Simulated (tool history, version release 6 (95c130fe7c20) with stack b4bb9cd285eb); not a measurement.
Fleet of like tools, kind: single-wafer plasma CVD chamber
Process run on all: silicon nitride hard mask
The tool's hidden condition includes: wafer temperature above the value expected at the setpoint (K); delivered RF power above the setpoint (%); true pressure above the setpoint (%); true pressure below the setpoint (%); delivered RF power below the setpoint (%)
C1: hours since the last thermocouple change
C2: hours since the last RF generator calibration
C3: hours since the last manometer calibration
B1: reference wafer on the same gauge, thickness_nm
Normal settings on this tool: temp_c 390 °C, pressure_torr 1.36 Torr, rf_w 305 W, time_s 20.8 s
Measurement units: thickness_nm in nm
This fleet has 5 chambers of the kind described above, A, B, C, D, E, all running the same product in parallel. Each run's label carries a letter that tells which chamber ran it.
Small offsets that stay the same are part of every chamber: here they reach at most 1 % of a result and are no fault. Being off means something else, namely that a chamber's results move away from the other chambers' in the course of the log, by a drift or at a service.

{"run": "1B", "hour": 5.7, "temp_c": 390, "pressure_torr": 1.36, "rf_w": 305, "time_s": 20.8, "C1": 766.3, "C2": 1849.1, "C3": 1471.3, "B1": 24.498, "thickness_nm": 23.248}
{"run": "2D", "hour": 13.0, "temp_c": 390, "pressure_torr": 1.36, "rf_w": 305, "time_s": 20.8, "C1": 1806.6, "C2": 1168.3, "C3": 1095.0, "B1": 24.508, "thickness_nm": 23.366}
{"run": "3A", "hour": 22.6, "temp_c": 390, "pressure_torr": 1.36, "rf_w": 305, "time_s": 20.8, "C1": 332.5, "C2": 1126.1, "C3": 2205.5, "B1": 24.514, "thickness_nm": 23.135}
{"hour": 27.2, "done": "chamber B: thermocouple changed; heater temperature recalibrated"}
{"run": "4C", "hour": 28.1, "temp_c": 390, "pressure_torr": 1.36, "rf_w": 305, "time_s": 20.8, "C1": 1628.5, "C2": 71.8, "C3": 1474.6, "B1": 24.48, "thickness_nm": 23.263}
{"run": "5E", "hour": 39.3, "temp_c": 390, "pressure_torr": 1.36, "rf_w": 305, "time_s": 20.8, "C1": 1436.2, "C2": 267.0, "C3": 1256.4, "B1": 24.479, "thickness_nm": 23.082}
{"run": "6E", "hour": 44.5, "temp_c": 390, "pressure_torr": 1.36, "rf_w": 305, "time_s": 20.8, "C1": 1441.4, "C2": 272.2, "C3": 1261.6, "B1": 24.515, "thickness_nm": 23.216}
{"run": "7C", "hour": 53.6, "temp_c": 390, "pressure_torr": 1.36, "rf_w": 305, "time_s": 20.8, "C1": 1654.0, "C2": 97.3, "C3": 1500.1, "B1": 24.467, "thickness_nm": 23.607}
{"run": "8B", "hour": 64.4, "temp_c": 390, "pressure_torr": 1.36, "rf_w": 305, "time_s": 20.8, "C1": 37.3, "C2": 1907.8, "C3": 1530.0, "B1": 24.469, "thickness_nm": 23.047}
{"run": "9A", "hour": 72.8, "temp_c": 390, "pressure_torr": 1.36, "rf_w": 305, "time_s": 20.8, "C1": 382.7, "C2": 1176.3, "C3": 2255.7, "B1": 24.494, "thickness_nm": 22.977}
{"run": "10D", "hour": 79.8, "temp_c": 390, "pressure_torr": 1.36, "rf_w": 305, "time_s": 20.8, "C1": 1873.4, "C2": 1235.1, "C3": 1161.8, "B1": 24.487, "thickness_nm": 23.242}
{"run": "11A", "hour": 87.8, "temp_c": 390, "pressure_torr": 1.36, "rf_w": 305, "time_s": 20.8, "C1": 397.7, "C2": 1191.3, "C3": 2270.7, "B1": 24.514, "thickness_nm": 23.058}
{"run": "12D", "hour": 96.3, "temp_c": 390, "pressure_torr": 1.36, "rf_w": 305, "time_s": 20.8, "C1": 1889.9, "C2": 1251.6, "C3": 1178.3, "B1": 24.49, "thickness_nm": 23.198}
{"run": "13B", "hour": 105.1, "temp_c": 390, "pressure_torr": 1.36, "rf_w": 305, "time_s": 20.8, "C1": 78.0, "C2": 1948.5, "C3": 1570.7, "B1": 24.485, "thickness_nm": 23.083}
{"run": "14C", "hour": 110.2, "temp_c": 390, "pressure_torr": 1.36, "rf_w": 305, "time_s": 20.8, "C1": 1710.6, "C2": 153.9, "C3": 1556.7, "B1": 24.484, "thickness_nm": 23.335}
{"run": "15E", "hour": 117.6, "temp_c": 390, "pressure_torr": 1.36, "rf_w": 305, "time_s": 20.8, "C1": 1514.5, "C2": 345.3, "C3": 1334.7, "B1": 24.512, "thickness_nm": 23.239}
{"run": "16D", "hour": 125.2, "temp_c": 390, "pressure_torr": 1.36, "rf_w": 305, "time_s": 20.8, "C1": 1918.8, "C2": 1280.5, "C3": 1207.2, "B1": 24.494, "thickness_nm": 23.249}
{"run": "17E", "hour": 130.1, "temp_c": 390, "pressure_torr": 1.36, "rf_w": 305, "time_s": 20.8, "C1": 1527.0, "C2": 357.8, "C3": 1347.2, "B1": 24.497, "thickness_nm": 23.263}
{"run": "18B", "hour": 140.1, "temp_c": 390, "pressure_torr": 1.36, "rf_w": 305, "time_s": 20.8, "C1": 113.0, "C2": 1983.5, "C3": 1605.7, "B1": 24.512, "thickness_nm": 23.201}
{"run": "19A", "hour": 149.5, "temp_c": 390, "pressure_torr": 1.36, "rf_w": 305, "time_s": 20.8, "C1": 459.4, "C2": 1253.0, "C3": 2332.4, "B1": 24.506, "thickness_nm": 23.239}
{"run": "20C", "hour": 159.1, "temp_c": 390, "pressure_torr": 1.36, "rf_w": 305, "time_s": 20.8, "C1": 1759.5, "C2": 202.8, "C3": 1605.6, "B1": 24.476, "thickness_nm": 23.22}
{"run": "21B", "hour": 167.8, "temp_c": 390, "pressure_torr": 1.36, "rf_w": 305, "time_s": 20.8, "C1": 140.7, "C2": 2011.2, "C3": 1633.4, "B1": 24.498, "thickness_nm": 23.093}
{"run": "22D", "hour": 177.4, "temp_c": 377, "pressure_torr": 1.51, "rf_w": 305, "time_s": 20.8, "C1": 1971.0, "C2": 1332.7, "C3": 1259.4, "B1": 24.517, "thickness_nm": 24.241}
{"run": "23C", "hour": 182.4, "temp_c": 377, "pressure_torr": 1.51, "rf_w": 305, "time_s": 20.8, "C1": 1782.8, "C2": 226.1, "C3": 1628.9, "B1": 24.506, "thickness_nm": 24.336}
{"run": "24A", "hour": 189.2, "temp_c": 377, "pressure_torr": 1.51, "rf_w": 305, "time_s": 20.8, "C1": 499.1, "C2": 1292.7, "C3": 2372.1, "B1": 24.508, "thickness_nm": 23.943}
{"run": "25E", "hour": 195.9, "temp_c": 377, "pressure_torr": 1.51, "rf_w": 305, "time_s": 20.8, "C1": 1592.8, "C2": 423.6, "C3": 1413.0, "B1": 24.517, "thickness_nm": 24.074}
{"hour": 197.1, "done": "chamber B: RF generator calibrated"}
{"run": "26C", "hour": 202.8, "temp_c": 377, "pressure_torr": 1.51, "rf_w": 305, "time_s": 20.8, "C1": 1803.2, "C2": 246.5, "C3": 1649.3, "B1": 24.495, "thickness_nm": 24.097}
{"run": "27A", "hour": 209.9, "temp_c": 390, "pressure_torr": 1.36, "rf_w": 305, "time_s": 20.8, "C1": 519.8, "C2": 1313.4, "C3": 2392.8, "B1": 24.495, "thickness_nm": 23.28}
{"run": "28B", "hour": 216.4, "temp_c": 390, "pressure_torr": 1.36, "rf_w": 245, "time_s": 18.2, "C1": 189.3, "C2": 19.4, "C3": 1682.0, "B1": 24.516, "thickness_nm": 17.45}
{"run": "29E", "hour": 224.2, "temp_c": 390, "pressure_torr": 1.36, "rf_w": 245, "time_s": 18.2, "C1": 1621.1, "C2": 451.9, "C3": 1441.3, "B1": 24.522, "thickness_nm": 17.422}
{"run": "30D", "hour": 232.7, "temp_c": 390, "pressure_torr": 1.36, "rf_w": 245, "time_s": 18.2, "C1": 2026.3, "C2": 1388.0, "C3": 1314.7, "B1": 24.468, "thickness_nm": 17.498}
{"run": "31A", "hour": 240.8, "temp_c": 390, "pressure_torr": 1.36, "rf_w": 245, "time_s": 18.2, "C1": 550.7, "C2": 1344.3, "C3": 2423.7, "B1": 24.46, "thickness_nm": 17.407}
{"run": "32C", "hour": 246.2, "temp_c": 390, "pressure_torr": 1.36, "rf_w": 245, "time_s": 18.2, "C1": 1846.6, "C2": 289.9, "C3": 1692.7, "B1": 24.509, "thickness_nm": 17.711}
{"hour": 251.1, "done": "chamber A: RF generator calibrated"}
{"run": "33D", "hour": 254.4, "temp_c": 390, "pressure_torr": 1.36, "rf_w": 305, "time_s": 20.8, "C1": 2048.0, "C2": 1409.7, "C3": 1336.4, "B1": 24.506, "thickness_nm": 23.216}
{"run": "34E", "hour": 260.6, "temp_c": 390, "pressure_torr": 1.11, "rf_w": 305, "time_s": 20.8, "C1": 1657.5, "C2": 488.3, "C3": 1477.7, "B1": 24.492, "thickness_nm": 21.721}
{"run": "35B", "hour": 269.9, "temp_c": 390, "pressure_torr": 1.11, "rf_w": 305, "time_s": 20.8, "C1": 242.8, "C2": 72.9, "C3": 1735.5, "B1": 24.517, "thickness_nm": 21.826}
{"run": "36A", "hour": 279.1, "temp_c": 390, "pressure_torr": 1.11, "rf_w": 305, "time_s": 20.8, "C1": 589.0, "C2": 28.0, "C3": 2462.0, "B1": 24.503, "thickness_nm": 21.534}
{"run": "37B", "hour": 288.1, "temp_c": 390, "pressure_torr": 1.11, "rf_w": 305, "time_s": 20.8, "C1": 261.0, "C2": 91.1, "C3": 1753.7, "B1": 24.491, "thickness_nm": 21.62}

Read the log: is a single chamber off, either drifting away or since a service, is the gauge that measures every chamber drifting, or is nothing wrong beyond small per-chamber offsets? Name any odd chamber and what most likely caused it.

Nothing is wrong: each chamber keeps only its own small, steady offset and the gauge holds still.
